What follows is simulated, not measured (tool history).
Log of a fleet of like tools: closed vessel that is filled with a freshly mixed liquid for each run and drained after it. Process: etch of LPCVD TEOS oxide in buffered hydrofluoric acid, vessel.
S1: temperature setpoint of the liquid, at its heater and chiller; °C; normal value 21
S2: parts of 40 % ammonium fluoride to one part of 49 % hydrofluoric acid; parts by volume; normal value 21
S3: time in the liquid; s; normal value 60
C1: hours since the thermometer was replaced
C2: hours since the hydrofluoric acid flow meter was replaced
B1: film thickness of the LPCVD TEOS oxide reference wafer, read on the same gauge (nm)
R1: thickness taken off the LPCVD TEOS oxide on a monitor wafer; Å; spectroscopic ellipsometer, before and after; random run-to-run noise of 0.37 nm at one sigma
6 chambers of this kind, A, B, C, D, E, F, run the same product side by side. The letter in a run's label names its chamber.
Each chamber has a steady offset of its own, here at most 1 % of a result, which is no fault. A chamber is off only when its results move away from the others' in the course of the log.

run     day  S1  S2  S3      C1      C2      B1      R1
 1D   0.167  21  21  60  1915.9     582  109.99  554.58
 2C   0.338  21  21  60   412.6     832     110  549.85
 3F   0.575  21  21  60      40   474.9  109.99  551.19
 4E   0.854  21  21  60   714.8   121.3     110  546.28
 5A   1.171  21  21  60   593.4   261.4  109.99     539
 6B   1.338  21  21  60  1188.4   563.2     110  556.16
 7F     1.6  21  21  60    64.6   499.5     110  549.85
 8E   1.762  21  21  60   736.6   143.1  110.01  541.02
 9A     2.1  21  21  60   615.7   283.7     110  542.09
10B   2.408  21  21  60  1214.1   588.9  109.99  548.23
11C   2.692  21  21  60   469.1   888.5  110.02  551.55
12D    2.85  24  21  60  1980.3   646.4  109.99  649.13
13E   3.033  24  21  60   767.1   173.6  110.01  637.06
14F     3.3  24  21  60   105.4   540.3  110.01  643.59
15B   3.467  24  21  60  1239.5   614.3  109.99  652.74
16A   3.792  24  21  60   656.3   324.3  109.99  640.44
17D   3.971  24  21  60  2007.2   673.3  110.02  655.18
18C   4.283  18  21  60   507.3   926.7  109.99  459.09
19C   4.467  18  21  60   511.7   931.1  109.99  456.46
20E   4.729  18  21  60   807.8   214.3  109.99  455.35
21F   4.917  18  21  60   144.2   579.1     110  456.89
22D     5.1  18  21  60  2034.3   700.4  109.99  463.51
      5.179  -- chamber A: thermometer replaced
23A   5.429  18  21  60       6   363.6  110.01  460.71
24B    5.65  21  21  60  1291.9   666.7  110.01  565.01
25F   5.962  21  21  60   169.3   604.2  110.01   551.6
26C   6.125  21  21  60   551.5   970.9     110  541.67
27E   6.458  21  21  60   849.3   255.8  109.99  546.29
       6.55  -- chamber B: thermometer replaced
28B   6.688  21  21  60     3.4   691.6  110.01  569.25
29D   6.888  21  21  60  2077.2   743.3     110  545.92
30A   7.071  21  21  60    45.4     403  110.02   541.3
31D   7.404  21  21  60  2089.6   755.7  109.99  551.61
32F   7.596  21  21  60   208.5   643.4  109.99  552.12
33E   7.754  21  21  60   880.4   286.9  110.02   546.2
34A   7.971  21  21  60      67   424.6     110  537.98
35B   8.225  21  21  60    40.3   728.5  109.99  571.17
36C   8.379  21  21  60   605.6    1025  109.98  537.48
37C   8.721  21  21  60   613.8  1033.2  109.98  543.66
38A   8.975  21  21  60    91.1   448.7     110  545.05
39F   9.288  21  21  60   249.1     684  110.01  538.23
40D   9.508  21  21  60  2140.1   806.2  109.99  550.05
41B   9.817  21  21  60    78.5   766.7  109.98   577.1
42E  10.042  21  21  60   935.3   341.8     110  543.69

Next, all 6 chambers run the settings below, one line each with question marks for the results. What does each chamber give?
43A  10.3  21  21  30               ?
43B  10.3  21  21  30               ?
43C  10.3  21  21  30               ?
43D  10.3  21  21  30               ?
43E  10.3  21  21  30               ?
43F  10.3  21  21  30               ?

run      R1
43A  272.25
43B  293.11
43C  269.24
43D  276.32
43E  272.51
43F  273.65
